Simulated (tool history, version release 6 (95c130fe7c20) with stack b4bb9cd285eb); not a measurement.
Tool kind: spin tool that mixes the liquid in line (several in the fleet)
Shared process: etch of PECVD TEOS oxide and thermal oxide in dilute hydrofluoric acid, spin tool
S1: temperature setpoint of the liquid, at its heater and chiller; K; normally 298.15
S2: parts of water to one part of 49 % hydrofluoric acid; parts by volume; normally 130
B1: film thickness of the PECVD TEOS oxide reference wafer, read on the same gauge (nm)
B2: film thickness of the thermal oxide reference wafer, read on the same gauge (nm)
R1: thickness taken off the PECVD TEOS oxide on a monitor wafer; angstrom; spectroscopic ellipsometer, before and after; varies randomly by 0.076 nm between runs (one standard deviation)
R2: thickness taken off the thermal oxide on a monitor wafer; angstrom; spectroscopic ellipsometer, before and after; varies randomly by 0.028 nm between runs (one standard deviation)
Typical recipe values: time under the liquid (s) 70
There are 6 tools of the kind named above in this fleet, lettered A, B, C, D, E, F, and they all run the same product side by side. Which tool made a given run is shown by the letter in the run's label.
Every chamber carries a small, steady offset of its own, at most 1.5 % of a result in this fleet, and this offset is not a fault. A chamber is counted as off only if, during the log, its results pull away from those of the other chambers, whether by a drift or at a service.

run 1D hour=4.8 | S1=298.15 S2=130 time_under_the_liquid_(s)=70 | B1=29.986 B2=149.97 | R1=84.610 R2=26.075
run 2C hour=11.9 | S1=298.15 S2=130 time_under_the_liquid_(s)=70 | B1=29.988 B2=150.01 | R1=83.398 R2=25.927
run 3E hour=15.8 | S1=298.15 S2=130 time_under_the_liquid_(s)=70 | B1=29.997 B2=149.98 | R1=83.354 R2=26.732
run 4F hour=19.8 | S1=298.15 S2=130 time_under_the_liquid_(s)=70 | B1=29.999 B2=149.96 | R1=84.160 R2=26.349
run 5B hour=26.6 | S1=298.15 S2=130 time_under_the_liquid_(s)=70 | B1=30.004 B2=150.02 | R1=82.795 R2=26.131
run 6A hour=30.3 | S1=298.15 S2=130 time_under_the_liquid_(s)=70 | B1=29.998 B2=149.98 | R1=82.304 R2=25.937
run 7A hour=36.9 | S1=298.15 S2=130 time_under_the_liquid_(s)=70 | B1=30.017 B2=149.96 | R1=82.815 R2=25.810
-- hour=39.8 chamber A: hydrofluoric acid flow meter replaced
run 8E hour=43.1 | S1=298.15 S2=130 time_under_the_liquid_(s)=70 | B1=30.003 B2=149.98 | R1=83.805 R2=26.200
run 9B hour=46.9 | S1=298.15 S2=130 time_under_the_liquid_(s)=70 | B1=30.022 B2=150.01 | R1=82.278 R2=26.198
run 10F hour=51.4 | S1=298.15 S2=130 time_under_the_liquid_(s)=70 | B1=30.007 B2=150.00 | R1=82.549 R2=25.764
run 11D hour=56.8 | S1=298.15 S2=130 time_under_the_liquid_(s)=70 | B1=30.000 B2=149.97 | R1=84.624 R2=26.076
run 12C hour=64.1 | S1=298.15 S2=130 time_under_the_liquid_(s)=70 | B1=29.976 B2=149.98 | R1=83.561 R2=25.993
run 13B hour=68.7 | S1=298.15 S2=130 time_under_the_liquid_(s)=70 | B1=30.001 B2=150.01 | R1=82.732 R2=25.888
run 14E hour=73.6 | S1=298.15 S2=130 time_under_the_liquid_(s)=70 | B1=30.016 B2=149.96 | R1=83.227 R2=26.662
run 15A hour=80.8 | S1=298.15 S2=130 time_under_the_liquid_(s)=70 | B1=29.988 B2=150.02 | R1=83.163 R2=25.752
run 16D hour=87.7 | S1=298.15 S2=130 time_under_the_liquid_(s)=55 | B1=29.996 B2=150.02 | R1=65.685 R2=20.799
run 17C hour=93.7 | S1=298.15 S2=130 time_under_the_liquid_(s)=55 | B1=29.989 B2=149.98 | R1=65.914 R2=20.307
run 18F hour=101.2 | S1=298.15 S2=130 time_under_the_liquid_(s)=55 | B1=30.014 B2=149.97 | R1=66.100 R2=20.134
run 19B hour=107.2 | S1=298.15 S2=130 time_under_the_liquid_(s)=55 | B1=30.006 B2=150.02 | R1=65.275 R2=20.551
run 20E hour=111.6 | S1=298.15 S2=130 time_under_the_liquid_(s)=55 | B1=29.978 B2=150.03 | R1=65.751 R2=20.545
-- hour=115.5 chamber D: hydrofluoric acid flow meter replaced
run 21D hour=115.7 | S1=298.15 S2=130 time_under_the_liquid_(s)=55 | B1=30.013 B2=149.97 | R1=66.646 R2=20.433
run 22C hour=119.9 | S1=298.15 S2=85 time_under_the_liquid_(s)=85 | B1=30.011 B2=149.97 | R1=165.340 R2=50.657
run 23A hour=126.4 | S1=298.15 S2=85 time_under_the_liquid_(s)=85 | B1=30.000 B2=149.98 | R1=163.020 R2=52.148
run 24F hour=130.7 | S1=298.15 S2=85 time_under_the_liquid_(s)=85 | B1=29.988 B2=150.03 | R1=164.930 R2=51.532
run 25A hour=134.0 | S1=298.15 S2=85 time_under_the_liquid_(s)=85 | B1=29.998 B2=150.03 | R1=159.770 R2=50.660
run 26F hour=137.3 | S1=298.15 S2=85 time_under_the_liquid_(s)=85 | B1=30.002 B2=150.01 | R1=164.150 R2=51.155
run 27E hour=143.0 | S1=298.15 S2=85 time_under_the_liquid_(s)=85 | B1=30.021 B2=150.01 | R1=167.010 R2=52.459
-- hour=144.8 chamber F: hydrofluoric acid flow meter replaced
run 28C hour=147.7 | S1=298.15 S2=130 time_under_the_liquid_(s)=70 | B1=29.981 B2=150.00 | R1=83.009 R2=25.620
run 29B hour=153.9 | S1=303.15 S2=130 time_under_the_liquid_(s)=70 | B1=30.019 B2=150.02 | R1=99.358 R2=31.313
run 30D hour=160.8 | S1=303.15 S2=130 time_under_the_liquid_(s)=70 | B1=29.993 B2=150.00 | R1=101.340 R2=31.097
run 31C hour=166.5 | S1=303.15 S2=130 time_under_the_liquid_(s)=70 | B1=30.015 B2=150.04 | R1=101.790 R2=31.184
run 32F hour=170.2 | S1=303.15 S2=130 time_under_the_liquid_(s)=70 | B1=30.011 B2=150.02 | R1=98.692 R2=31.541
run 33E hour=177.2 | S1=303.15 S2=130 time_under_the_liquid_(s)=70 | B1=30.009 B2=150.01 | R1=101.210 R2=31.341
run 34B hour=182.5 | S1=303.15 S2=130 time_under_the_liquid_(s)=70 | B1=29.980 B2=150.01 | R1=100.430 R2=31.790
run 35D hour=186.9 | S1=298.15 S2=130 time_under_the_liquid_(s)=70 | B1=30.016 B2=150.01 | R1=83.881 R2=26.192
run 36A hour=194.2 | S1=298.15 S2=130 time_under_the_liquid_(s)=70 | B1=30.004 B2=149.99 | R1=81.735 R2=26.157
-- hour=196.8 chamber E: thermometer replaced
run 37E hour=197.8 | S1=298.15 S2=130 time_under_the_liquid_(s)=70 | B1=30.001 B2=150.00 | R1=82.729 R2=25.912
run 38C hour=201.4 | S1=298.15 S2=130 time_under_the_liquid_(s)=70 | B1=29.983 B2=150.02 | R1=82.067 R2=25.639

Which is it: a chamber that has drifted or been left off by a service, a gauge drift common to all chambers, or only each chamber's usual small offset? If a chamber is off, name it and its likeliest cause.

The fleet is healthy, with each chamber sitting at its usual small offset and no drift in the gauge.
